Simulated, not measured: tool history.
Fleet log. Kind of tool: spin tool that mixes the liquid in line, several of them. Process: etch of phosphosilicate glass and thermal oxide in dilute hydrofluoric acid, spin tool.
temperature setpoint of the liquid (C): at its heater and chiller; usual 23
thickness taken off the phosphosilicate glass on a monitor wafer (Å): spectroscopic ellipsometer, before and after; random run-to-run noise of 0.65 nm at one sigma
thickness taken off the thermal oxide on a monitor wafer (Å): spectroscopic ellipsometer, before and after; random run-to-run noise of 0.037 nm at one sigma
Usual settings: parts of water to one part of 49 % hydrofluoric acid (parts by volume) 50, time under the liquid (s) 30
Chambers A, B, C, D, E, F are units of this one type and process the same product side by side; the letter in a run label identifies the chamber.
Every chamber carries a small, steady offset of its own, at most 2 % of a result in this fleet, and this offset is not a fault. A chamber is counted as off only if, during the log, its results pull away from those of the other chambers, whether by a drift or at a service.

run   hour  temperature setpoint of the liquid (C)  parts of water to one part of 49 % hydrofluoric acid (parts by volume)  time under the liquid (s)  read-back film thickness of the phosphosilicate glass reference wafer, read on the same gauge (nm)  read-back film thickness of the thermal oxide reference wafer, read on the same gauge (nm)  thickness taken off the phosphosilicate glass on a monitor wafer (Å)  thickness taken off the thermal oxide on a monitor wafer (Å)
 1D    7.7                                      23                                                                      50                         30                                                                                              69.993                                                                                      109.99                                                               1211.00                                                        29.676
 2F   16.5                                      23                                                                      50                         30                                                                                              70.005                                                                                      109.98                                                               1209.60                                                        29.834
 3C   25.7                                      23                                                                      50                         30                                                                                              70.012                                                                                      110.01                                                               1195.80                                                        29.603
 4B   31.3                                      23                                                                      50                         30                                                                                              69.985                                                                                      110.06                                                               1225.70                                                        29.201
 5A   38.2                                      23                                                                      50                         30                                                                                              69.959                                                                                      110.04                                                               1189.70                                                        29.807
 6E   46.6                                      23                                                                      50                         30                                                                                              70.018                                                                                      110.04                                                               1191.40                                                        28.810
 7E   56.2                                      23                                                                      50                         30                                                                                              70.012                                                                                      109.97                                                               1210.20                                                        29.430
 8B   64.8                                      23                                                                      50                         30                                                                                              69.987                                                                                      110.01                                                               1216.70                                                        29.053
 9F   76.4                                      23                                                                      50                         30                                                                                              69.978                                                                                      110.06                                                               1218.60                                                        30.048
10D   85.7                                      23                                                                      50                         30                                                                                              70.002                                                                                      109.98                                                               1211.10                                                        29.727
11A   91.8                                      23                                                                      50                         30                                                                                              69.994                                                                                      110.05                                                               1196.00                                                        29.689
12C  101.4                                      20                                                                      50                         15                                                                                              70.007                                                                                      109.95                                                                527.24                                                        12.922
13E  107.6                                      20                                                                      50                         15                                                                                              70.003                                                                                      110.03                                                                534.58                                                        12.953
14C  118.3                                      20                                                                      50                         15                                                                                              70.007                                                                                      109.98                                                                528.75                                                        13.220
15A  124.1                                      20                                                                      50                         15                                                                                              70.032                                                                                      110.01                                                                528.71                                                        13.157
16F  130.2                                      20                                                                      50                         15                                                                                              70.005                                                                                      110.03                                                                533.87                                                        13.190
17B  136.6                                      20                                                                      50                         15                                                                                              69.977                                                                                      110.00                                                                531.71                                                        12.980
18D  146.8                                      23                                                                      50                         30                                                                                              70.018                                                                                      110.00                                                               1221.60                                                        29.519
19D  153.8                                      23                                                                      50                         30                                                                                              70.007                                                                                      110.04                                                               1219.70                                                        29.431
20A  165.3                                      23                                                                      50                         30                                                                                              69.980                                                                                      109.97                                                               1201.50                                                        29.627
21F  178.2                                      23                                                                      50                         30                                                                                              70.002                                                                                      110.02                                                               1212.70                                                        29.787
22B  184.6                                      23                                                                      50                         30                                                                                              69.996                                                                                      109.99                                                               1199.40                                                        28.898
23C  192.7                                      23                                                                      50                         30                                                                                              70.030                                                                                      110.00                                                               1181.90                                                        28.781
24E  202.4                                      23                                                                      50                         30                                                                                              69.984                                                                                      110.02                                                               1207.20                                                        28.949
25C  208.5                                      20                                                                      50                         20                                                                                              69.962                                                                                      110.00                                                                701.18                                                        17.159
26F  220.3                                      20                                                                      50                         20                                                                                              69.963                                                                                      110.00                                                                712.97                                                        17.396
27D  228.1                                      20                                                                      50                         20                                                                                              70.002                                                                                      110.00                                                                716.99                                                        17.849
28A  240.9                                      20                                                                      50                         20                                                                                              70.006                                                                                      109.96                                                                707.81                                                        17.577
29E  248.4                                      20                                                                      50                         20                                                                                              69.983                                                                                      110.00                                                                708.66                                                        17.131
30B  257.9                                      20                                                                      50                         20                                                                                              69.975                                                                                      109.97                                                                711.60                                                        17.285
31C  263.4                                      23                                                                      50                         30                                                                                              70.048                                                                                      110.02                                                               1202.60                                                        28.586
32F  274.3                                      23                                                                      50                         30                                                                                              70.003                                                                                      110.00                                                               1200.10                                                        29.617
33E  281.3                                      23                                                                      50                         30                                                                                              69.989                                                                                      109.99                                                               1202.10                                                        29.264
34A  292.3                                      23                                                                      50                         30                                                                                              69.985                                                                                      109.92                                                               1200.40                                                        29.479
35B  303.6                                      19                                                                      70                         30                                                                                              69.984                                                                                      109.98                                                                716.38                                                        16.984
36D  316.5                                      19                                                                      70                         30                                                                                              70.031                                                                                      110.03                                                                717.94                                                        17.453
37E  324.1                                      19                                                                      70                         30                                                                                              70.019                                                                                      110.00                                                                710.26                                                        17.352
38C  332.5                                      19                                                                      70                         30                                                                                              69.977                                                                                      110.03                                                                707.38                                                        17.176

The same settings go to every chamber for the next run, one line per chamber below. Forecast the results for each:
39A  341.7                                      23                                                                      70                         30                                                                                                                                                                                                                                                                     ?                                                             ?
39B  341.7                                      23                                                                      70                         30                                                                                                                                                                                                                                                                     ?                                                             ?
39C  341.7                                      23                                                                      70                         30                                                                                                                                                                                                                                                                     ?                                                             ?
39D  341.7                                      23                                                                      70                         30                                                                                                                                                                                                                                                                     ?                                                             ?
39E  341.7                                      23                                                                      70                         30                                                                                                                                                                                                                                                                     ?                                                             ?
39F  341.7                                      23                                                                      70                         30                                                                                                                                                                                                                                                                     ?                                                             ?

run  thickness taken off the phosphosilicate glass on a monitor wafer (Å)  thickness taken off the thermal oxide on a monitor wafer (Å)
39A                                                                843.24                                                        20.394
39B                                                                842.37                                                        20.087
39C                                                                836.09                                                        20.293
39D                                                                840.81                                                        20.909
39E                                                                844.22                                                        20.653
39F                                                                843.87                                                        20.518

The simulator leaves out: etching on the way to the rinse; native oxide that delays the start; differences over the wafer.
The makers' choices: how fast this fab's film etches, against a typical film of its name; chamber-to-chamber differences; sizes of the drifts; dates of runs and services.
